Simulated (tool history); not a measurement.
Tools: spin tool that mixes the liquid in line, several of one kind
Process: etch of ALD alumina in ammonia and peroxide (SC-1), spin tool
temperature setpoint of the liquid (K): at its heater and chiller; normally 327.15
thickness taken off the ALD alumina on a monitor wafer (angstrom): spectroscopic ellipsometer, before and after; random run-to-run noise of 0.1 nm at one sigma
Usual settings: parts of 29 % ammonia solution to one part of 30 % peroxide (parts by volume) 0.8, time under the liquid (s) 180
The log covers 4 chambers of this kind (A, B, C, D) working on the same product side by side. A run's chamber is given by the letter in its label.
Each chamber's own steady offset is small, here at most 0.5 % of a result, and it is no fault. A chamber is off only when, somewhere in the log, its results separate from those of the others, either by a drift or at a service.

| run | hour | temperature setpoint of the liquid (K) | parts of 29 % ammonia solution to one part of 30 % peroxide (parts by volume) | time under the liquid (s) | hours since the thermometer was replaced | hours since the ammonia flow meter was replaced | hours since the heated supply line was repaired | hours since the drum of ammonia solution was connected | read-back film thickness of the ALD alumina reference wafer, read on the same gauge (nm) | thickness taken off the ALD alumina on a monitor wafer (angstrom) |
|---|---|---|---|---|---|---|---|---|---|---|
| 1A | 16.1 | 327.15 | 0.8 | 180 | 1465 | 157.2 | 601.3 | 356.3 | 29.99 | 113.86 |
| 2D | 25 | 327.15 | 0.8 | 180 | 2087.6 | 136.7 | 894.3 | 31 | 30.018 | 114.99 |
|  | 26.9 | chamber A: new drum of ammonia solution connected |
| 3C | 34.2 | 327.15 | 0.8 | 180 | 742.2 | 937.1 | 1014.8 | 96.8 | 30.013 | 116.36 |
|  | 42.5 | chamber D: thermometer replaced |
| 4B | 45.8 | 327.15 | 0.8 | 180 | 1293 | 596.9 | 2787.5 | 615.3 | 30.013 | 115.83 |
| 5B | 62.3 | 327.15 | 0.8 | 180 | 1309.5 | 613.4 | 2804 | 631.8 | 29.989 | 114.88 |
| 6A | 75.5 | 327.15 | 0.8 | 180 | 1524.4 | 216.6 | 660.7 | 48.6 | 30.019 | 115.04 |
| 7C | 90.9 | 327.15 | 0.8 | 180 | 798.9 | 993.8 | 1071.5 | 153.5 | 29.999 | 113.47 |
| 8D | 100.3 | 323.65 | 0.55 | 180 | 57.8 | 212 | 969.6 | 106.3 | 30.013 | 93.837 |
| 9A | 114.7 | 323.65 | 0.55 | 180 | 1563.6 | 255.8 | 699.9 | 87.8 | 30.002 | 91.774 |
| 10B | 126.8 | 323.65 | 0.55 | 180 | 1374 | 677.9 | 2868.5 | 696.3 | 30.01 | 91.094 |
| 11D | 134.2 | 323.65 | 0.55 | 180 | 91.7 | 245.9 | 1003.5 | 140.2 | 29.999 | 91.453 |
| 12C | 141.9 | 327.15 | 0.8 | 180 | 849.9 | 1044.8 | 1122.5 | 204.5 | 30.009 | 112.92 |
| 13B | 150.9 | 327.15 | 0.8 | 180 | 1398.1 | 702 | 2892.6 | 720.4 | 30.019 | 115.82 |
| 14C | 164.7 | 327.15 | 0.8 | 180 | 872.7 | 1067.6 | 1145.3 | 227.3 | 30.007 | 110.48 |
| 15D | 172.1 | 327.15 | 0.8 | 180 | 129.6 | 283.8 | 1041.4 | 178.1 | 29.989 | 116.05 |
| 16A | 181.6 | 327.15 | 1 | 80 | 1630.5 | 322.7 | 766.8 | 154.7 | 30.025 | 51.332 |
|  | 181.8 | chamber B: new drum of ammonia solution connected |
| 17B | 188.8 | 327.15 | 1 | 80 | 1436 | 739.9 | 2930.5 | 7.1 | 29.999 | 52.972 |
| 18C | 198.7 | 327.15 | 1 | 80 | 906.7 | 1101.6 | 1179.3 | 261.3 | 29.998 | 49.967 |
| 19A | 206.7 | 327.15 | 1 | 80 | 1655.6 | 347.8 | 791.9 | 179.8 | 29.981 | 51.076 |
| 20D | 220.4 | 327.15 | 0.8 | 180 | 177.9 | 332.1 | 1089.7 | 226.4 | 29.996 | 115.87 |
| 21A | 234 | 327.15 | 0.8 | 180 | 1682.9 | 375.1 | 819.2 | 207.1 | 30.003 | 113.92 |
| 22C | 242.3 | 319.15 | 0.45 | 180 | 950.3 | 1145.2 | 1222.9 | 304.9 | 30.012 | 66.077 |
|  | 248.2 | chamber C: thermometer replaced |
| 23D | 249.9 | 319.15 | 0.45 | 180 | 207.4 | 361.6 | 1119.2 | 255.9 | 29.999 | 70.808 |
| 24B | 258.5 | 319.15 | 0.45 | 180 | 1505.7 | 809.6 | 3000.2 | 76.8 | 29.978 | 69.173 |
|  | 260.2 | chamber D: new drum of ammonia solution connected |
| 25A | 266.6 | 319.15 | 0.45 | 180 | 1715.5 | 407.7 | 851.8 | 239.7 | 30.027 | 68.916 |
| 26C | 282.1 | 327.15 | 0.8 | 180 | 33.9 | 1185 | 1262.7 | 344.7 | 30.001 | 108.08 |
|  | 294.3 | chamber A: heated supply line repaired |
| 27B | 295.1 | 327.15 | 0.8 | 180 | 1542.3 | 846.2 | 3036.8 | 113.4 | 30.01 | 114.74 |
|  | 301.5 | chamber A: ammonia flow meter replaced |
| 28D | 308.6 | 327.15 | 0.8 | 180 | 266.1 | 420.3 | 1177.9 | 48.4 | 29.998 | 115.29 |
| 29D | 320.2 | 327.15 | 0.8 | 180 | 277.7 | 431.9 | 1189.5 | 60 | 29.982 | 116.03 |
| 30C | 327.4 | 327.15 | 0.8 | 180 | 79.2 | 1230.3 | 1308 | 390 | 29.987 | 109.34 |
| 31A | 344.1 | 327.15 | 0.8 | 180 | 1793 | 42.7 | 49.9 | 317.2 | 30.011 | 114.88 |
|  | 355 | chamber A: thermometer replaced |
| 32B | 358.6 | 327.15 | 0.8 | 180 | 1605.8 | 909.7 | 3100.3 | 176.9 | 29.994 | 114.58 |
| 33D | 371.7 | 327.15 | 0.8 | 75 | 329.2 | 483.4 | 1241 | 111.5 | 30 | 48.568 |
| 34B | 386.8 | 327.15 | 0.8 | 75 | 1634 | 937.9 | 3128.5 | 205.1 | 29.998 | 47.765 |
| 35C | 400 | 327.15 | 0.8 | 75 | 151.8 | 1302.9 | 1380.6 | 462.6 | 29.99 | 43.08 |
| 36A | 415.2 | 327.15 | 0.8 | 75 | 60.3 | 113.8 | 121 | 388.3 | 30.003 | 46.855 |
| 37C | 431.4 | 327.15 | 0.8 | 180 | 183.2 | 1334.3 | 1412 | 494 | 30.006 | 103.98 |
| 38D | 446.9 | 327.15 | 0.8 | 180 | 404.4 | 558.6 | 1316.2 | 186.7 | 29.99 | 117.14 |

Next, all 4 chambers run the settings below, one line each with question marks for the results. What does each chamber give?
| 39A | 458.9 | 327.15 | 0.8 | 235 |  |  |  |  |  | ? |
| 39B | 458.9 | 327.15 | 0.8 | 235 |  |  |  |  |  | ? |
| 39C | 458.9 | 327.15 | 0.8 | 235 |  |  |  |  |  | ? |
| 39D | 458.9 | 327.15 | 0.8 | 235 |  |  |  |  |  | ? |

| run | thickness taken off the ALD alumina on a monitor wafer (angstrom) |
|---|---|
| 39A | 145.53 |
| 39B | 152.75 |
| 39C | 134.17 |
| 39D | 149.26 |
